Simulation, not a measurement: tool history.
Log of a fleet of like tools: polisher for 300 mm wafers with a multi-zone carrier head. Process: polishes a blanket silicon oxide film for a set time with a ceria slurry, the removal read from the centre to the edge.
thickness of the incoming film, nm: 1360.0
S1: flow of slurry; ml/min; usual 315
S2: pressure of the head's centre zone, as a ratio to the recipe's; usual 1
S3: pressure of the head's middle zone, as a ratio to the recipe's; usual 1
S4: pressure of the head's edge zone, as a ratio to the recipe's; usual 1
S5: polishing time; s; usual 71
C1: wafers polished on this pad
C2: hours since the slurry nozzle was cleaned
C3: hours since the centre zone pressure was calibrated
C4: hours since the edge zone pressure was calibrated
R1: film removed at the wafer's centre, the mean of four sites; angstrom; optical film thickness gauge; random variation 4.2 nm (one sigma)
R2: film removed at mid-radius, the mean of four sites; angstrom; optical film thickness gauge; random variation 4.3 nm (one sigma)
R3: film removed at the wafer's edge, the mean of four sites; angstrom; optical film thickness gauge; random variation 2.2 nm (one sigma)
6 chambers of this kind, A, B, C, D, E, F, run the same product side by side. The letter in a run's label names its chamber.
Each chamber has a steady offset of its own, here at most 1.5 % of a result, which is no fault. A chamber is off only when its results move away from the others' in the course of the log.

Run 1F, day 0.179: usual settings; C1 351; C2 686.7; C3 669.4; C4 771.7. Result: R1 3302.7 angstrom, R2 3265.8 angstrom, R3 3303.6 angstrom.
Run 2D, day 0.342: usual settings; C1 403; C2 543.2; C3 189.1; C4 338.6. Result: R1 3307.9 angstrom, R2 3329.8 angstrom, R3 3351.9 angstrom.
At day 0.396: chamber A: edge zone pressure recalibrated.
Run 3B, day 0.658: usual settings; C1 661; C2 134.2; C3 71.2; C4 778.5. Result: R1 3291.6 angstrom, R2 3341.7 angstrom, R3 3324.4 angstrom.
Run 4E, day 0.967: usual settings; C1 493; C2 743.9; C3 205.8; C4 315.5. Result: R1 3452.8 angstrom, R2 3392.6 angstrom, R3 3303.7 angstrom.
Run 5C, day 1.25: usual settings; C1 1261; C2 110.1; C3 522.9; C4 240. Result: R1 3400.2 angstrom, R2 3297.4 angstrom, R3 3319.3 angstrom.
Run 6A, day 1.621: usual settings; C1 665; C2 137.3; C3 442.6; C4 29.5. Result: R1 3348.6 angstrom, R2 3345.3 angstrom, R3 3313.4 angstrom.
At day 1.692: chamber A: worn pad replaced by a new one.
Run 7A, day 1.8: usual settings; C1 19; C2 141.6; C3 446.9; C4 33.8. Result: R1 3376.7 angstrom, R2 3338.4 angstrom, R3 3301.5 angstrom.
Run 8D, day 1.983: usual settings; C1 689; C2 582.6; C3 228.5; C4 378. Result: R1 3308.4 angstrom, R2 3302.3 angstrom, R3 3316.5 angstrom.
At day 2.05: chamber C: worn pad replaced by a new one.
At day 2.246: chamber F: slurry nozzle cleaned.
Run 9C, day 2.304: usual settings; C1 44; C2 135.4; C3 548.2; C4 265.3. Result: R1 3308 angstrom, R2 3280.9 angstrom, R3 3342.9 angstrom.
At day 2.379: chamber D: slurry nozzle cleaned.
Run 10E, day 2.512: usual settings; C1 763; C2 781; C3 242.9; C4 352.6. Result: R1 3286.6 angstrom, R2 3321.5 angstrom, R3 3238.1 angstrom.
At day 2.775: chamber D: worn pad replaced by a new one.
Run 11B, day 2.808: usual settings; C1 1036; C2 185.8; C3 122.8; C4 830.1. Result: R1 3332.1 angstrom, R2 3316.1 angstrom, R3 3310.7 angstrom.
At day 2.825: chamber F: worn pad replaced by a new one.
Run 12F, day 3.117: usual settings; C1 51; C2 20.9; C3 739.9; C4 842.2. Result: R1 3362.2 angstrom, R2 3332 angstrom, R3 3371.2 angstrom.
Run 13F, day 3.338: usual settings; C1 89; C2 26.2; C3 745.2; C4 847.5. Result: R1 3347 angstrom, R2 3257.1 angstrom, R3 3351.4 angstrom.
At day 3.471: chamber C: centre zone pressure recalibrated.
At day 3.558: chamber B: worn pad replaced by a new one.
Run 14E, day 3.558: usual settings; C1 945; C2 806.1; C3 268; C4 377.7. Result: R1 3332.2 angstrom, R2 3324.6 angstrom, R3 3316.6 angstrom.
Run 15A, day 3.796: usual settings; C1 367; C2 189.5; C3 494.8; C4 81.7. Result: R1 3320.8 angstrom, R2 3280.5 angstrom, R3 3373.2 angstrom.
Run 16B, day 4.042: usual settings; C1 84; C2 215.4; C3 152.4; C4 859.7. Result: R1 3416.7 angstrom, R2 3348.3 angstrom, R3 3347.3 angstrom.
Run 17C, day 4.204: usual settings; C1 376; C2 181; C3 17.7; C4 310.9. Result: R1 3770.6 angstrom, R2 3301.2 angstrom, R3 3313.8 angstrom.
At day 4.212: chamber E: worn pad replaced by a new one.
Run 18D, day 4.562: usual settings; C1 311; C2 52.5; C3 290.4; C4 439.9. Result: R1 3298.4 angstrom, R2 3304.3 angstrom, R3 3332.7 angstrom.
Run 19F, day 4.929: usual settings; C1 367; C2 64.4; C3 783.4; C4 885.7. Result: R1 3340.6 angstrom, R2 3249.6 angstrom, R3 3304.3 angstrom.
Run 20D, day 5.096: usual settings; C1 405; C2 65.3; C3 303.2; C4 452.7. Result: R1 3322.3 angstrom, R2 3294.3 angstrom, R3 3335.3 angstrom.
Run 21E, day 5.288: usual settings; C1 188; C2 847.6; C3 309.5; C4 419.2. Result: R1 3364.9 angstrom, R2 3426.4 angstrom, R3 3290.4 angstrom.
Run 22B, day 5.454: usual settings; C1 330; C2 249.3; C3 186.3; C4 893.6. Result: R1 3368.4 angstrom, R2 3371.8 angstrom, R3 3365.8 angstrom.
Run 23C, day 5.638: usual settings but S4 0.89; C1 626; C2 215.4; C3 52.1; C4 345.3. Result: R1 3756.7 angstrom, R2 3257.1 angstrom, R3 3113.9 angstrom.
At day 5.804: chamber A: worn pad replaced by a new one.
Run 24A, day 5.925: usual settings but S4 0.89; C1 21; C2 240.6; C3 545.9; C4 132.8. Result: R1 3353.3 angstrom, R2 3308.6 angstrom, R3 3135 angstrom.
Run 25D, day 6.104: usual settings but S4 0.89; C1 581; C2 89.5; C3 327.4; C4 476.9. Result: R1 3340.4 angstrom, R2 3291.3 angstrom, R3 3144.7 angstrom.
Run 26F, day 6.45: usual settings but S4 0.89; C1 632; C2 100.9; C3 819.9; C4 922.2. Result: R1 3328.9 angstrom, R2 3210.9 angstrom, R3 3142.9 angstrom.
Run 27E, day 6.738: usual settings but S4 0.89; C1 441; C2 882.4; C3 344.3; C4 454. Result: R1 3386.4 angstrom, R2 3388.8 angstrom, R3 3103.5 angstrom.
At day 6.904: chamber D: worn pad replaced by a new one.
Run 28C, day 6.958: usual settings but S4 0.89; C1 856; C2 247.1; C3 83.8; C4 377. Result: R1 3842.2 angstrom, R2 3316.6 angstrom, R3 3123.9 angstrom.
Run 29B, day 7.196: usual settings; C1 634; C2 291.1; C3 228.1; C4 935.4. Result: R1 3328 angstrom, R2 3360.6 angstrom, R3 3367.8 angstrom.
Run 30A, day 7.45: usual settings; C1 287; C2 277.2; C3 582.5; C4 169.4. Result: R1 3393.2 angstrom, R2 3418.6 angstrom, R3 3359 angstrom.
Run 31B, day 7.75: usual settings; C1 731; C2 304.4; C3 241.4; C4 948.7. Result: R1 3385.3 angstrom, R2 3354.3 angstrom, R3 3351.7 angstrom.
At day 7.988: chamber F: edge zone pressure recalibrated.
Run 32E, day 8.083: usual settings; C1 675; C2 914.7; C3 376.6; C4 486.3. Result: R1 3324.9 angstrom, R2 3318.7 angstrom, R3 3300 angstrom.
At day 8.112: chamber F: worn pad replaced by a new one.
Run 33D, day 8.333: usual settings; C1 249; C2 143; C3 380.9; C4 530.4. Result: R1 3366.2 angstrom, R2 3356.8 angstrom, R3 3326.8 angstrom.
At day 8.379: chamber E: slurry nozzle cleaned.
Run 34C, day 8.692: usual settings; C1 1159; C2 288.7; C3 125.4; C4 418.6. Result: R1 3699.4 angstrom, R2 3286 angstrom, R3 3331.1 angstrom.
Run 35F, day 8.921: usual settings; C1 141; C2 160.2; C3 879.2; C4 22.4. Result: R1 3392.8 angstrom, R2 3290.6 angstrom, R3 3331.4 angstrom.
Run 36A, day 9.275: usual settings; C1 605; C2 321; C3 626.3; C4 213.2. Result: R1 3339.6 angstrom, R2 3380.7 angstrom, R3 3350 angstrom.
At day 9.433: chamber C: worn pad replaced by a new one.
Run 37A, day 9.45: usual settings; C1 636; C2 325.2; C3 630.5; C4 217.4. Result: R1 3270.2 angstrom, R2 3403.6 angstrom, R3 3364.1 angstrom.
Run 38C, day 9.621: usual settings; C1 33; C2 311; C3 147.7; C4 440.9. Result: R1 3776.9 angstrom, R2 3214.9 angstrom, R3 3342.6 angstrom.
Run 39E, day 9.846: usual settings; C1 983; C2 35.3; C3 418.9; C4 528.6. Result: R1 3318.3 angstrom, R2 3414.8 angstrom, R3 3279.7 angstrom.
Run 40D, day 10.075: usual settings; C1 553; C2 184.8; C3 422.7; C4 572.2. Result: R1 3269 angstrom, R2 3305.6 angstrom, R3 3332.2 angstrom.
Run 41F, day 10.383: usual settings but S3 1.07, S5 86 s; C1 396; C2 195.3; C3 914.3; C4 57.5. Result: R1 3980.7 angstrom, R2 4145.2 angstrom, R3 4017.3 angstrom.
Run 42B, day 10.683: usual settings but S3 1.07, S5 86 s; C1 1243; C2 374.8; C3 311.8; C4 1019.1. Result: R1 4160.1 angstrom, R2 4239.6 angstrom, R3 4076.5 angstrom.
Run 43D, day 10.85: usual settings but S3 1.07, S5 86 s; C1 689; C2 203.4; C3 441.3; C4 590.8. Result: R1 4061.3 angstrom, R2 4210.9 angstrom, R3 4043.2 angstrom.
Run 44C, day 11.142: usual settings but S3 1.07, S5 86 s; C1 298; C2 347.5; C3 184.2; C4 477.4. Result: R1 4594.6 angstrom, R2 4320.2 angstrom, R3 4046.4 angstrom.

Is one chamber off against the others, does the gauge drift, or is nothing wrong? If a chamber is off, say which, and what the likeliest cause is.

A service left chamber C off against the others.
Cause: centre zone's pressure above its setpoint, % = 10.8.

Here are 4 candidates for chamber C's next run, each the usual settings with a change, their results left as question marks. Which one brings its results back in line with what the others give on the usual settings?
In line means no further than this from the other chambers' mean on the usual settings: R1 150 angstrom; R2 150 angstrom; R3 78 angstrom
Run 45C-1, day 11.412: usual settings but S1 310 ml/min, S2 0.91, S3 1.02, S4 1.03, S5 70 s. Result: R1 ?, R2 ?, R3 ?.
Run 45C-2, day 11.412: usual settings but S2 1.03, S3 0.99, S4 0.99. Result: R1 ?, R2 ?, R3 ?.
Run 45C-3, day 11.412: usual settings but S1 320 ml/min, S2 1.09, S3 0.98, S4 0.97, S5 72 s. Result: R1 ?, R2 ?, R3 ?.
Run 45C-4, day 11.412: usual settings but S2 0.97, S3 1.01, S4 1.01. Result: R1 ?, R2 ?, R3 ?.

The other chambers' mean on the usual settings: R1 3333 angstrom; R2 3319 angstrom; R3 3328.4 angstrom
  run      R1      R2      R3
45C-1  3345.4  3305.3  3345.6
45C-2  3882.2  3264.4  3328.8
45C-3  4188.8  3283.3  3344.3
45C-4  3640.7  3326.1  3362.8
45C-1 brings the chamber back in line.
